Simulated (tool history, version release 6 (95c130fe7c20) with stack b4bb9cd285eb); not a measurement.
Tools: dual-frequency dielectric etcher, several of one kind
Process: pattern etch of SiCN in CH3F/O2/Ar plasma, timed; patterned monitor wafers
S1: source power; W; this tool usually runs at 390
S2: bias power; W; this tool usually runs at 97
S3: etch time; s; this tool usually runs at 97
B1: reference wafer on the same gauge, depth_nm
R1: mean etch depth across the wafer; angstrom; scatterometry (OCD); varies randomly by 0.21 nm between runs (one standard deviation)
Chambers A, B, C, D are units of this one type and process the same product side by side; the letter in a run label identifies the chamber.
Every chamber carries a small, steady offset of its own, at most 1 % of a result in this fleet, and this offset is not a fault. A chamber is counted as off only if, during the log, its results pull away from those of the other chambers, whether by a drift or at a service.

run	hour	S1	S2	S3	B1	R1
1B	6.2	390	97	97	33.358	405.34
2C	17	390	97	97	33.288	398.08
3D	24.8	390	97	97	33.249	402.64
4A	36	390	97	97	33.272	402.71
# hour 40.1: chamber C: bias power generator calibrated
5B	45.3	390	97	97	33.329	401.73
6D	51.1	390	83	79.5	33.288	314.03
7C	62.8	390	83	79.5	33.308	310.31
# hour 66.1: chamber A: wet clean of the chamber
8A	70.5	390	83	79.5	33.283	310.21
9C	79.6	390	83	79.5	33.306	310.06
10B	89.9	390	97	97	33.27	403.39
11A	95.6	390	86	109.5	33.314	433.89
# hour 98.6: chamber C: source power generator calibrated
12D	105.2	390	86	109.5	33.312	438.52
# hour 107.6: chamber D: wet clean of the chamber
13B	116.4	390	86	109.5	33.276	430.61
14C	122.6	390	86	109.5	33.273	432.74
15A	133.3	390	97	97	33.301	402.54
16D	141.6	390	97	97	33.29	406.45
17C	150.8	390	97	97	33.276	398.28
# hour 156.9: chamber B: wet clean of the chamber
18D	161.6	390	97	97	33.307	405.34
19B	171.8	390	97	97	33.24	403.83
20A	183.3	390	97	97	33.306	401.61
21C	189.5	440	97	97	33.287	417.71
22D	201.1	440	97	97	33.357	425.44
23A	209.4	440	97	97	33.29	423.11
24B	219.3	440	97	97	33.246	422.71
25C	224.4	450	97	120	33.288	524.94
26A	230.1	450	97	120	33.322	522.04
27B	235.4	450	97	120	33.276	527.47
28D	246.1	450	97	120	33.33	532.01

Which is it: a chamber that has drifted or been left off by a service, a gauge drift common to all chambers, or only each chamber's usual small offset? If a chamber is off, name it and its likeliest cause.

Beyond each chamber's small constant offset nothing stands out, and the gauge stays steady.
